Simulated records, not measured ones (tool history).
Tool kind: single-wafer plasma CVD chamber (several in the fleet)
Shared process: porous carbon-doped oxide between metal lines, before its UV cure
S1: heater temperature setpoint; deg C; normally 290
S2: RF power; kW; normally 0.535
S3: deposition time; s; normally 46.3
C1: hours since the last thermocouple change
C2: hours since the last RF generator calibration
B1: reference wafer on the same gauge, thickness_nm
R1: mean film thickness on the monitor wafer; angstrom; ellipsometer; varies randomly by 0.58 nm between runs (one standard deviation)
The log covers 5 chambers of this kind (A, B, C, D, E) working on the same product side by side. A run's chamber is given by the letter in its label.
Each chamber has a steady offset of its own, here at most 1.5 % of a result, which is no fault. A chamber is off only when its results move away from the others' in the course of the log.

run 1B hour=6.7 | S1=290 S2=0.535 S3=46.3 | C1=1970.0 C2=656.8 | B1=235.03 | R1=2715.9
run 2C hour=15.1 | S1=290 S2=0.535 S3=46.3 | C1=2359.5 C2=670.3 | B1=235.04 | R1=2738.9
run 3A hour=24.0 | S1=290 S2=0.535 S3=46.3 | C1=682.2 C2=87.8 | B1=235.06 | R1=2773.3
-- hour=26.2 chamber D: RF generator calibrated
run 4E hour=34.3 | S1=290 S2=0.535 S3=46.3 | C1=1758.8 C2=1942.2 | B1=235.06 | R1=2777.5
run 5D hour=44.7 | S1=290 S2=0.535 S3=46.3 | C1=1853.9 C2=18.6 | B1=235.12 | R1=2772.3
run 6A hour=51.9 | S1=290 S2=0.535 S3=46.3 | C1=710.1 C2=115.7 | B1=235.08 | R1=2766.4
run 7B hour=59.5 | S1=290 S2=0.535 S3=46.3 | C1=2022.8 C2=709.6 | B1=235.07 | R1=2709.6
run 8E hour=68.3 | S1=286 S2=0.535 S3=46.3 | C1=1792.8 C2=1976.2 | B1=235.09 | R1=2845.2
run 9D hour=79.7 | S1=286 S2=0.535 S3=46.3 | C1=1888.9 C2=53.6 | B1=235.03 | R1=2836.0
run 10C hour=91.2 | S1=286 S2=0.535 S3=46.3 | C1=2435.6 C2=746.4 | B1=234.97 | R1=2802.4
run 11E hour=99.3 | S1=286 S2=0.535 S3=46.3 | C1=1823.8 C2=2007.2 | B1=234.91 | R1=2830.0
run 12B hour=105.3 | S1=286 S2=0.535 S3=46.3 | C1=2068.6 C2=755.4 | B1=235.07 | R1=2784.6
run 13C hour=115.2 | S1=290 S2=0.535 S3=46.3 | C1=2459.6 C2=770.4 | B1=235.16 | R1=2735.2
run 14A hour=123.8 | S1=281 S2=0.455 S3=46.3 | C1=782.0 C2=187.6 | B1=234.98 | R1=2634.3
run 15D hour=133.0 | S1=281 S2=0.455 S3=46.3 | C1=1942.2 C2=106.9 | B1=234.81 | R1=2608.3
run 16D hour=142.8 | S1=281 S2=0.455 S3=46.3 | C1=1952.0 C2=116.7 | B1=235.03 | R1=2620.5
-- hour=143.9 chamber D: thermocouple changed; heater temperature recalibrated
run 17E hour=148.7 | S1=281 S2=0.455 S3=46.3 | C1=1873.2 C2=2056.6 | B1=235.21 | R1=2628.5
run 18B hour=159.9 | S1=281 S2=0.455 S3=46.3 | C1=2123.2 C2=810.0 | B1=234.97 | R1=2566.6
-- hour=169.9 chamber E: thermocouple changed; heater temperature recalibrated
run 19C hour=171.0 | S1=290 S2=0.535 S3=46.3 | C1=2515.4 C2=826.2 | B1=235.04 | R1=2738.6
run 20A hour=179.6 | S1=285 S2=0.440 S3=46.3 | C1=837.8 C2=243.4 | B1=235.03 | R1=2507.1
run 21D hour=188.6 | S1=285 S2=0.440 S3=46.3 | C1=44.7 C2=162.5 | B1=234.97 | R1=2539.4
run 22E hour=197.0 | S1=285 S2=0.440 S3=46.3 | C1=27.1 C2=2104.9 | B1=235.08 | R1=2488.4
run 23A hour=204.8 | S1=285 S2=0.440 S3=46.3 | C1=863.0 C2=268.6 | B1=235.03 | R1=2513.8
run 24C hour=216.1 | S1=285 S2=0.440 S3=46.3 | C1=2560.5 C2=871.3 | B1=234.92 | R1=2467.1
run 25B hour=225.0 | S1=290 S2=0.535 S3=46.3 | C1=2188.3 C2=875.1 | B1=235.08 | R1=2698.4
run 26D hour=233.4 | S1=290 S2=0.535 S3=46.3 | C1=89.5 C2=207.3 | B1=235.12 | R1=2819.6
run 27A hour=241.3 | S1=290 S2=0.535 S3=46.3 | C1=899.5 C2=305.1 | B1=234.95 | R1=2773.6
run 28B hour=248.7 | S1=290 S2=0.535 S3=46.3 | C1=2212.0 C2=898.8 | B1=234.98 | R1=2705.7
run 29E hour=254.3 | S1=290 S2=0.535 S3=46.3 | C1=84.4 C2=2162.2 | B1=235.13 | R1=2772.0
run 30C hour=261.9 | S1=290 S2=0.535 S3=46.3 | C1=2606.3 C2=917.1 | B1=235.07 | R1=2740.2
run 31B hour=272.0 | S1=290 S2=0.535 S3=39.3 | C1=2235.3 C2=922.1 | B1=234.95 | R1=2317.4

For the next run the whole fleet of 5 chambers uses the same settings. Give each chamber's results:
run 32A hour=280.4 | S1=290 S2=0.535 S3=46.3 | R1=?
run 32B hour=280.4 | S1=290 S2=0.535 S3=46.3 | R1=?
run 32C hour=280.4 | S1=290 S2=0.535 S3=46.3 | R1=?
run 32D hour=280.4 | S1=290 S2=0.535 S3=46.3 | R1=?
run 32E hour=280.4 | S1=290 S2=0.535 S3=46.3 | R1=?

run=32A R1=2771.3
run=32B R1=2711.9
run=32C R1=2737.1
run=32D R1=2813.0
run=32E R1=2765.0
